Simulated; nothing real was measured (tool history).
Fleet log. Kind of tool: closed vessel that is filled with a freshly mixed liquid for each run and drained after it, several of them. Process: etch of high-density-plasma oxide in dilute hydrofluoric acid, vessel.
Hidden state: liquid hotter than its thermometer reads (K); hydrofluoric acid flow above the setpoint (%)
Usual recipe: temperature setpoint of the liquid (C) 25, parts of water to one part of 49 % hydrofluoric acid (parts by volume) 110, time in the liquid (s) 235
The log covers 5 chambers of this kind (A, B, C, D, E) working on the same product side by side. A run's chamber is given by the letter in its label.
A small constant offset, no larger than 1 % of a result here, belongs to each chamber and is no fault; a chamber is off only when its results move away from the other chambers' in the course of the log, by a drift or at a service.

run,hour,temperature setpoint of the liquid (C),parts of water to one part of 49 % hydrofluoric acid (parts by volume),time in the liquid (s),hours since the thermometer was replaced,hours since the hydrofluoric acid flow meter was replaced,"read-back film thickness of the high-density-plasma oxide reference wafer, read on the same gauge (nm)",thickness taken off the high-density-plasma oxide on a monitor wafer (Å)
1E,6,25,110,235,514.4,642.1,100,113.32
# hour 7.3: chamber E: hydrofluoric acid flow meter replaced
2B,9.7,25,110,235,2156.2,650.2,99.985,112.8
3D,15.6,25,110,235,2236.1,501.5,99.998,113.86
4A,20.5,25,110,235,2321.2,882.4,99.978,112.4
5C,24,25,110,235,2623.5,632,100.01,112.91
6D,29,25,110,235,2249.5,514.9,99.997,112.41
7C,32.3,25,110,235,2631.8,640.3,99.972,111.99
8A,35.5,25,110,235,2336.2,897.4,99.986,112.94
9E,40.1,25,55,300,548.5,32.9,100.02,311.68
10B,45,25,55,300,2191.5,685.5,100.01,312.36
11D,48.4,25,55,300,2268.9,534.3,100,301.23
12E,51.8,25,55,300,560.2,44.6,99.966,308.98
13C,57.4,25,55,300,2656.9,665.4,100.02,308.89
14A,62.6,25,110,235,2363.3,924.5,99.999,113
15B,66.4,25,110,235,2212.9,706.9,99.991,113.95
16D,72.8,25,110,235,2293.3,558.7,99.989,113.72
# hour 75.2: chamber D: hydrofluoric acid flow meter replaced
17B,76.6,25,110,235,2223.1,717.1,99.984,115.32
18A,80.9,21.5,110,235,2381.6,942.8,99.998,97.611
19E,85.4,21.5,110,235,593.8,78.2,100,98.062
20C,88.9,21.5,110,235,2688.4,696.9,100.03,98.767
21B,95.3,21.5,110,235,2241.8,735.8,99.982,101.89
22C,98.3,21.5,110,235,2697.8,706.3,99.979,98.263
23E,103.8,25,110,235,612.2,96.6,100.02,113.58
24A,107.8,25,110,235,2408.5,969.7,100.02,113.85
25D,114.2,29.5,110,155,2334.7,39,99.966,88.222
26D,119.9,29.5,110,155,2340.4,44.7,99.996,87.964
27E,126,29.5,110,155,634.4,118.8,99.977,87.799
28A,129.6,29.5,110,155,2430.3,991.5,99.984,87.763
29B,133.4,29.5,110,155,2279.9,773.9,99.985,92.127
# hour 133.5: chamber A: thermometer replaced
30C,138.1,25,110,235,2737.6,746.1,99.969,113.53
31E,143.7,27.5,55,235,652.1,136.5,100.01,263.45
32D,148.7,27.5,55,235,2369.2,73.5,99.974,265.48
33B,153.5,27.5,55,235,2300,794,100,284.33
34A,157.1,27.5,55,235,23.6,1019,100,264.32
35C,163.5,27.5,55,235,2763,771.5,100.01,265.66
36E,167.8,25,110,235,676.2,160.6,99.986,113.64
37A,173.1,25,110,235,39.6,1035,100.02,112.37
# hour 173.9: chamber C: thermometer replaced
38B,178.6,25,110,235,2325.1,819.1,100,121.94
39C,181.9,21,110,175,8.1,789.9,99.98,71.591
40D,186.1,21,110,175,2406.6,110.9,99.983,71.737
41A,191.4,21,110,175,57.9,1053.3,99.994,71.605
42C,197.4,21,110,175,23.6,805.4,100.01,71.703
43B,203.1,21,110,175,2349.6,843.6,100.01,78.046
44E,208.1,25,110,235,716.5,200.9,99.978,114.62

Is one chamber off against the others, does the gauge drift, or is nothing wrong? If a chamber is off, say which, and what the likeliest cause is.

It is chamber B that slowly wanders off from its peers.
What lies behind it: hydrofluoric acid flow above the setpoint (%) = 7.97.
It could be hard to tell apart here from: liquid hotter than its thermometer reads (K).

Below are 4 candidate recipes for chamber B's next run, each the usual settings with a change, their results shown as question marks. Which of them brings B's results back in line with what the other chambers give on the usual settings?
In line here means within this much of the mean the other chambers give on the usual settings: thickness taken off the high-density-plasma oxide on a monitor wafer (Å) 2.7
45B-1,212.8,25,110,200,,,,?
45B-2,212.8,25,110,275,,,,?
45B-3,212.8,25,105,240,,,,?
45B-4,212.8,23,110,235,,,,?

Usual-settings mean across the other chambers: thickness taken off the high-density-plasma oxide on a monitor wafer (Å) 113.15
run,thickness taken off the high-density-plasma oxide on a monitor wafer (Å)
45B-1,103.79
45B-2,142.72
45B-3,131.26
45B-4,112.82
It is 45B-4 that realigns the chamber with its peers.

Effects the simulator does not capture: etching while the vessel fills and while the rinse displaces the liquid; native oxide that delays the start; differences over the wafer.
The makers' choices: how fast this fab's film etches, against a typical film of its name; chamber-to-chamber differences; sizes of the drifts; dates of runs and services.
